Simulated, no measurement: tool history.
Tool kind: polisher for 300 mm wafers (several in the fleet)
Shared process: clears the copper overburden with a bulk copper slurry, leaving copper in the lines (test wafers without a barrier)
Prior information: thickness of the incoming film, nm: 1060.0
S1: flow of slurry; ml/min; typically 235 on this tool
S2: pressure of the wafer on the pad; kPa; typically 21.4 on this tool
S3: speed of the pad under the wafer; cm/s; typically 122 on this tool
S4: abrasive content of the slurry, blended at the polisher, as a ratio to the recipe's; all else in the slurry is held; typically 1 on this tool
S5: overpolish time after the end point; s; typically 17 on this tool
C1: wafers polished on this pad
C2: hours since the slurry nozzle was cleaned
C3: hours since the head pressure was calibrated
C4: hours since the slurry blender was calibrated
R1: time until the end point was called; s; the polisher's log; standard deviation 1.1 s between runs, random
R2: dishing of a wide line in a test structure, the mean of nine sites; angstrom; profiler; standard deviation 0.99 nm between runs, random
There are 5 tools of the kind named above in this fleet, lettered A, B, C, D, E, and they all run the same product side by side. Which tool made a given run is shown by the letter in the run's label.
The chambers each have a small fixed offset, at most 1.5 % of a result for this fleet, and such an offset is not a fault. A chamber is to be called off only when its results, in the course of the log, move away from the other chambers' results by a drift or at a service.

run	day	S1	S2	S3	S4	S5	C1	C2	C3	C4	R1	R2
1A	0.183	235	21.4	122	1	17	289	296.8	108.8	66.6	105.18	912.27
# day 0.262: chamber C: worn pad replaced by a new one
2B	0.45	235	21.4	122	1	17	131	53.3	231.6	27.7	106.43	896.29
3C	0.704	235	21.4	122	1	17	111	113.1	46	286	106.45	934.23
4E	0.892	235	21.4	122	1	17	735	224	322.2	72.7	107.75	921.6
5D	1.167	260	21.4	122	1	22	387	97.7	28.4	138.7	105.34	1074.6
# day 1.238: chamber A: worn pad replaced by a new one
6E	1.308	260	21.4	122	1	22	840	234	332.2	82.7	105.17	1099.3
7C	1.442	260	21.4	122	1	22	297	130.8	63.7	303.7	105.93	1119.7
8D	1.683	260	21.4	122	1	22	517	110.1	40.8	151.1	104.89	1072.1
9A	1.938	260	21.4	122	1	22	175	338.9	150.9	108.7	105.24	1087.2
# day 2.05: chamber B: worn pad replaced by a new one
10B	2.158	235	21.4	122	0.9	17	27	94.3	272.6	68.7	109.98	900.06
11B	2.325	235	21.4	122	0.9	17	69	98.3	276.6	72.7	109.15	908.35
12E	2.512	235	21.4	122	0.9	17	1143	262.9	361.1	111.6	107.66	908.48
# day 2.533: chamber E: worn pad replaced by a new one
13A	2.775	235	21.4	122	0.9	17	386	359	171	128.8	107.95	911.49
14C	3.012	235	21.4	122	0.9	17	691	168.5	101.4	341.4	108.89	924.81
# day 3.15: chamber C: worn pad replaced by a new one
15D	3.192	235	21.4	122	1	17	895	146.3	77	187.3	108.53	912.25
# day 3.3: chamber D: worn pad replaced by a new one
16B	3.388	235	21.4	122	1	17	336	123.8	302.1	98.2	107.5	899.26
17A	3.533	235	21.4	122	1	17	576	377.2	189.2	147	104.62	918.79
# day 3.554: chamber A: worn pad replaced by a new one
18E	3.733	235	21.4	122	1	17	302	292.2	390.4	140.9	108.67	936.54
19D	3.929	235	21.4	122	1	17	158	164	94.7	205	106.2	902.52
# day 3.979: chamber A: slurry blender recalibrated
20C	4.096	235	21.4	122	1	17	238	194.5	127.4	367.4	107.94	914.45
# day 4.167: chamber D: slurry blender recalibrated
# day 4.312: chamber B: worn pad replaced by a new one
21C	4.354	235	21.4	122	1	17	303	200.7	133.6	373.6	105.99	941.77
22A	4.554	235	21.4	122	1	17	251	401.7	213.7	13.9	107.9	916.57
# day 4.592: chamber A: slurry nozzle cleaned
23E	4.717	235	21.4	122	1	17	549	315.8	414	164.5	106.26	916.19
# day 4.796: chamber C: slurry nozzle cleaned
24D	4.892	235	21.4	122	1	17	400	187.1	117.8	17.5	109.29	893.37
# day 4.917: chamber E: slurry blender recalibrated
25B	5.079	235	21.4	122	1	17	192	164.4	342.7	138.8	107.21	913.42
26D	5.371	235	21.4	122	1	17	521	198.6	129.3	29	108.65	915.94
# day 5.388: chamber A: worn pad replaced by a new one
# day 5.633: chamber C: worn pad replaced by a new one
27B	5.646	235	21.4	122	1	17	335	178	356.3	152.4	108.33	916.37
# day 5.85: chamber E: slurry nozzle cleaned
28E	5.854	235	21.4	122	1	17	835	0.2	441.3	22.6	106.59	931.9
29A	6.025	235	21.4	122	1	17	160	34.4	249	49.2	106.15	919.07
30C	6.204	235	21.4	122	1	17	144	33.9	178	418	108.16	936.66
# day 6.388: chamber B: worn pad replaced by a new one
31A	6.504	235	21.4	122	1	17	281	45.9	260.5	60.7	104.53	922.85
32C	6.7	235	21.4	122	1	17	268	45.8	189.9	429.9	107	918.86
33D	6.904	235	21.4	122	1	17	906	235.4	166.1	65.8	108.44	888.81
34B	7.046	235	21.4	122	1	17	165	211.6	389.9	186	107.55	909.73
35E	7.242	235	21.4	158	1	17	1183	33.5	474.6	55.9	83.26	1088.2
# day 7.446: chamber A: worn pad replaced by a new one
36A	7.458	235	21.4	158	1	17	3	68.8	283.4	83.6	80.871	1062.7
# day 7.488: chamber D: worn pad replaced by a new one
# day 7.496: chamber E: worn pad replaced by a new one
# day 7.612: chamber B: slurry blender recalibrated
37E	7.65	235	21.4	158	1	17	38	43.3	484.4	65.7	82.573	1061.3
38B	7.821	235	21.4	158	1	17	360	230.2	408.5	5	83.674	1054.1
39C	7.988	235	21.4	158	1	17	592	76.7	220.8	460.8	80.811	1084.5
40D	8.133	235	21.4	122	1	17	162	264.9	195.6	95.3	107.54	909.48
41C	8.392	235	21.4	122	1	17	693	86.4	230.5	470.5	106.42	917.17
42D	8.567	280	21.4	122	0.75	17	271	275.3	206	105.7	111.31	869.76

Read the log: is a single chamber off, either drifting away or since a service, is the gauge that measures every chamber drifting, or is nothing wrong beyond small per-chamber offsets? Name any odd chamber and what most likely caused it.

All chambers stay in line apart from their small fixed offsets, and the gauge does not drift.

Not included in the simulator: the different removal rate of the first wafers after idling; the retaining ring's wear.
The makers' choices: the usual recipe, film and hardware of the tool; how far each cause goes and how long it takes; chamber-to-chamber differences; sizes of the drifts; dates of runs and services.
